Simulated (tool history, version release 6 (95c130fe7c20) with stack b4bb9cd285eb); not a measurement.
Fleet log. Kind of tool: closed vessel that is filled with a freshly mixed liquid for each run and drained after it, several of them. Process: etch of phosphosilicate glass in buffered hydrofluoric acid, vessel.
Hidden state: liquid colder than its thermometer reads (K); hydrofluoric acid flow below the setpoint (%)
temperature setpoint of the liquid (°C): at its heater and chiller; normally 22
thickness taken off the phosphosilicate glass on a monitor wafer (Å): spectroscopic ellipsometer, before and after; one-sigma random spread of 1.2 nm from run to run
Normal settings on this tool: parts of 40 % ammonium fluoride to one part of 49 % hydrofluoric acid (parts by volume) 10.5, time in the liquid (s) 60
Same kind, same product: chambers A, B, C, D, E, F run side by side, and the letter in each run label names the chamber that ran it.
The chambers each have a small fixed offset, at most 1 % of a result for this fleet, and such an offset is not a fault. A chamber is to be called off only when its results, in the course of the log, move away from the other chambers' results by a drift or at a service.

run   hour  temperature setpoint of the liquid (°C)  parts of 40 % ammonium fluoride to one part of 49 % hydrofluoric acid (parts by volume)  time in the liquid (s)  hours since the thermometer was replaced  hours since the hydrofluoric acid flow meter was replaced  read-back film thickness of the phosphosilicate glass reference wafer, read on the same gauge (nm)  thickness taken off the phosphosilicate glass on a monitor wafer (Å)
 1A    3.1                                       22                                                                                     10.5                      60                                     141.0                                                     1320.0                                                                                              70.001                                                                2420.5
 2B    7.2                                       22                                                                                     10.5                      60                                     802.4                                                       67.8                                                                                              70.017                                                                2418.8
 3F   12.0                                       22                                                                                     10.5                      60                                      54.9                                                      937.8                                                                                              70.033                                                                2381.5
 4C   14.9                                       22                                                                                     10.5                      60                                    1305.1                                                      275.0                                                                                              69.956                                                                2405.7
 5E   17.5                                       22                                                                                     10.5                      60                                    1496.3                                                      951.9                                                                                              70.022                                                                2386.6
 6D   22.3                                       22                                                                                     10.5                      60                                     873.9                                                      441.6                                                                                              70.002                                                                2384.8
 7F   25.6                                       22                                                                                     10.5                      60                                      68.5                                                      951.4                                                                                              70.054                                                                2399.6
 8A   30.5                                       22                                                                                     10.5                      60                                     168.4                                                     1347.4                                                                                              70.027                                                                2389.6
 9B   34.6                                       22                                                                                     10.5                      60                                     829.8                                                       95.2                                                                                              70.006                                                                2406.5
10E   38.4                                       22                                                                                     10.5                      60                                    1517.2                                                      972.8                                                                                              69.995                                                                2370.3
      39.4  -- chamber B: thermometer replaced
11D   41.9                                       22                                                                                     10.5                      60                                     893.5                                                      461.2                                                                                              70.010                                                                2407.4
12C   47.6                                       22                                                                                     10.5                      60                                    1337.8                                                      307.7                                                                                              69.995                                                                2406.4
13D   53.5                                       22                                                                                     10.5                      60                                     905.1                                                      472.8                                                                                              69.975                                                                2413.7
14A   58.2                                       22                                                                                     10.5                      60                                     196.1                                                     1375.1                                                                                              70.013                                                                2418.6
15C   62.3                                       22                                                                                     10.5                      60                                    1352.5                                                      322.4                                                                                              70.002                                                                2410.3
16F   66.4                                       22                                                                                     10.5                      60                                     109.3                                                      992.2                                                                                              69.989                                                                2391.7
17B   71.5                                       22                                                                                     10.5                      60                                      32.1                                                      132.1                                                                                              69.981                                                                2394.3
18E   75.7                                       22                                                                                     10.5                      60                                    1554.5                                                     1010.1                                                                                              69.996                                                                2327.0
19A   80.6                                       22                                                                                     10.5                      60                                     218.5                                                     1397.5                                                                                              70.047                                                                2392.1
20E   85.4                                       22                                                                                     10.5                      60                                    1564.2                                                     1019.8                                                                                              69.983                                                                2328.4
21C   90.4                                       22                                                                                     10.5                      60                                    1380.6                                                      350.5                                                                                              69.998                                                                2418.1
22D   94.3                                       22                                                                                     10.5                      60                                     945.9                                                      513.6                                                                                              70.019                                                                2403.2
23B   98.1                                       22                                                                                     10.5                      60                                      58.7                                                      158.7                                                                                              69.978                                                                2399.9
24F  102.0                                       22                                                                                     10.5                      60                                     144.9                                                     1027.8                                                                                              69.990                                                                2380.0
25F  106.6                                       22                                                                                      9.0                      90                                     149.5                                                     1032.4                                                                                              70.011                                                                4040.8
26E  109.7                                       22                                                                                      9.0                      90                                    1588.5                                                     1044.1                                                                                              69.950                                                                3903.1
27D  113.7                                       22                                                                                      9.0                      90                                     965.3                                                      533.0                                                                                              69.980                                                                4009.1
28B  119.4                                       22                                                                                      9.0                      90                                      80.0                                                      180.0                                                                                              69.969                                                                4050.1
29A  124.8                                       22                                                                                      9.0                      90                                     262.7                                                     1441.7                                                                                              70.022                                                                4072.5
30C  129.3                                       22                                                                                      9.0                      90                                    1419.5                                                      389.4                                                                                              69.947                                                                4052.8
31F  135.2                                       22                                                                                     10.5                      60                                     178.1                                                     1061.0                                                                                              69.968                                                                2409.9
32B  140.9                                       22                                                                                     10.5                      60                                     101.5                                                      201.5                                                                                              70.012                                                                2417.2
33A  146.2                                       22                                                                                     10.5                      60                                     284.1                                                     1463.1                                                                                              70.014                                                                2402.8
34D  152.3                                       22                                                                                     10.5                      60                                    1003.9                                                      571.6                                                                                              70.008                                                                2389.6
35C  155.3                                       22                                                                                     13.5                      60                                    1445.5                                                      415.4                                                                                              70.001                                                                1881.0
36E  158.6                                       22                                                                                     13.5                      60                                    1637.4                                                     1093.0                                                                                              69.976                                                                1770.0

What goes on in this fleet: one chamber off, a drifting gauge, or nothing beyond the chambers' own small offsets? Name the chamber and the cause, if any.

Chamber E drifts away from the others.
Most likely cause: hydrofluoric acid flow below the setpoint (%) = 6.19.
The log might look much the same if the cause were instead: liquid colder than its thermometer reads (K).

Chamber E could run next with any of the 4 candidate recipes listed below; each alters the usual settings, and their results appear as question marks. Which one brings its results back in line with what the other chambers deliver on the usual settings?
In-line tolerance around the mean of the other chambers on the usual settings: thickness taken off the phosphosilicate glass on a monitor wafer (Å) 41.0
37E-1  163.0                                     22.0                                                                                     10.0                      65                                                                                                                                                                                                                                                                              ?
37E-2  163.0                                     22.5                                                                                     10.0                      60                                                                                                                                                                                                                                                                              ?
37E-3  163.0                                     21.5                                                                                     11.0                      60                                                                                                                                                                                                                                                                              ?
37E-4  163.0                                     21.5                                                                                     10.5                      55                                                                                                                                                                                                                                                                              ?

What the other chambers average on the usual settings: thickness taken off the phosphosilicate glass on a monitor wafer (Å) 2404.6
  run  thickness taken off the phosphosilicate glass on a monitor wafer (Å)
37E-1                                                                2552.1
37E-2                                                                2421.7
37E-3                                                                2090.9
37E-4                                                                2004.4
37E-2 puts the chamber back in line with the other chambers.
